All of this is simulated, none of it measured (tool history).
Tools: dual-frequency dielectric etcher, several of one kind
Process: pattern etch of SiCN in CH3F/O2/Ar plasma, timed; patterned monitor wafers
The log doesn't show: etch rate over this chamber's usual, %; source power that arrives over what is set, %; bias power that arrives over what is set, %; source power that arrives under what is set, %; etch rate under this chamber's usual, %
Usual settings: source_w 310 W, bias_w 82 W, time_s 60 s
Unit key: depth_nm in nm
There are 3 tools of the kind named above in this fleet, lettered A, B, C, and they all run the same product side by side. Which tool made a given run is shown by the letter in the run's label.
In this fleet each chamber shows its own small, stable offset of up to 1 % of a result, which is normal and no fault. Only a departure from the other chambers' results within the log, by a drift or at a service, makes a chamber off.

run	hour	source_w	bias_w	time_s	hours since the last wet clean	hours since the last source power generator calibration	hours since the last bias power generator calibration	read-back reference wafer on the same gauge, depth_nm	depth_nm
1C	6.1	310	82	60	401.3	1277.7	1158.8	20.098	21.527
2A	12.5	310	82	60	223.1	1118.1	1664.7	20.095	21.462
3B	17.1	310	82	60	419.4	1081.0	619.6	20.113	21.297
4B	23.7	310	82	60	426.0	1087.6	626.2	20.094	21.502
5C	27.8	310	82	60	423.0	1299.4	1180.5	20.098	21.323
6A	34.0	310	82	60	244.6	1139.6	1686.2	20.110	21.293
7C	40.1	310	82	60	435.3	1311.7	1192.8	20.084	21.269
8B	44.5	340	82	60	446.8	1108.4	647.0	20.106	22.049
9A	50.6	340	82	60	261.2	1156.2	1702.8	20.090	21.962
10A	55.1	340	82	60	265.7	1160.7	1707.3	20.091	21.999
11B	58.3	260	82	60	460.6	1122.2	660.8	20.101	20.150
12C	61.8	260	82	60	457.0	1333.4	1214.5	20.114	19.817
# hour 65.5: chamber B: wet clean of the chamber
13B	68.6	260	82	60	3.1	1132.5	671.1	20.092	20.097
14A	75.8	310	82	60	286.4	1181.4	1728.0	20.100	21.375
15C	80.3	310	82	60	475.5	1351.9	1233.0	20.090	20.856
16C	86.2	310	75	60	481.4	1357.8	1238.9	20.108	20.126
17A	91.6	310	75	60	302.2	1197.2	1743.8	20.092	20.695
18B	97.0	310	75	60	31.5	1160.9	699.5	20.082	20.612
19C	102.4	310	82	60	497.6	1374.0	1255.1	20.107	20.578
20B	106.3	310	82	60	40.8	1170.2	708.8	20.102	21.315
21A	112.0	310	82	60	322.6	1217.6	1764.2	20.114	21.341
22B	116.2	310	82	60	50.7	1180.1	718.7	20.093	21.467
23A	120.1	310	82	60	330.7	1225.7	1772.3	20.106	21.276

Is one chamber off against the others, does the gauge drift, or is nothing wrong? If a chamber is off, say which, and what the likeliest cause is.

One chamber, C, drifts off from the rest bit by bit.
What lies behind it: etch rate under this chamber's usual, % = 5.13.

Chamber C could run next with any of the 4 candidate recipes listed below; each alters the usual settings, and their results appear as question marks. Which one brings its results back in line with what the other chambers deliver on the usual settings?
Counts as in line when no further than this from what the other chambers average on the usual settings: depth_nm 0.290 nm
24C-1	125.3	310	81	57.5					?
24C-2	125.3	350	82	60.0					?
24C-3	125.3	310	82	64.0					?
24C-4	125.3	310	68	60.0					?

Mean of the other chambers on the usual settings: depth_nm 21.363 nm
run	depth_nm
24C-1	19.454
24C-2	21.323
24C-3	21.751
24C-4	19.060
The right change is 24C-2: it brings the chamber back within the allowed miss of the others.
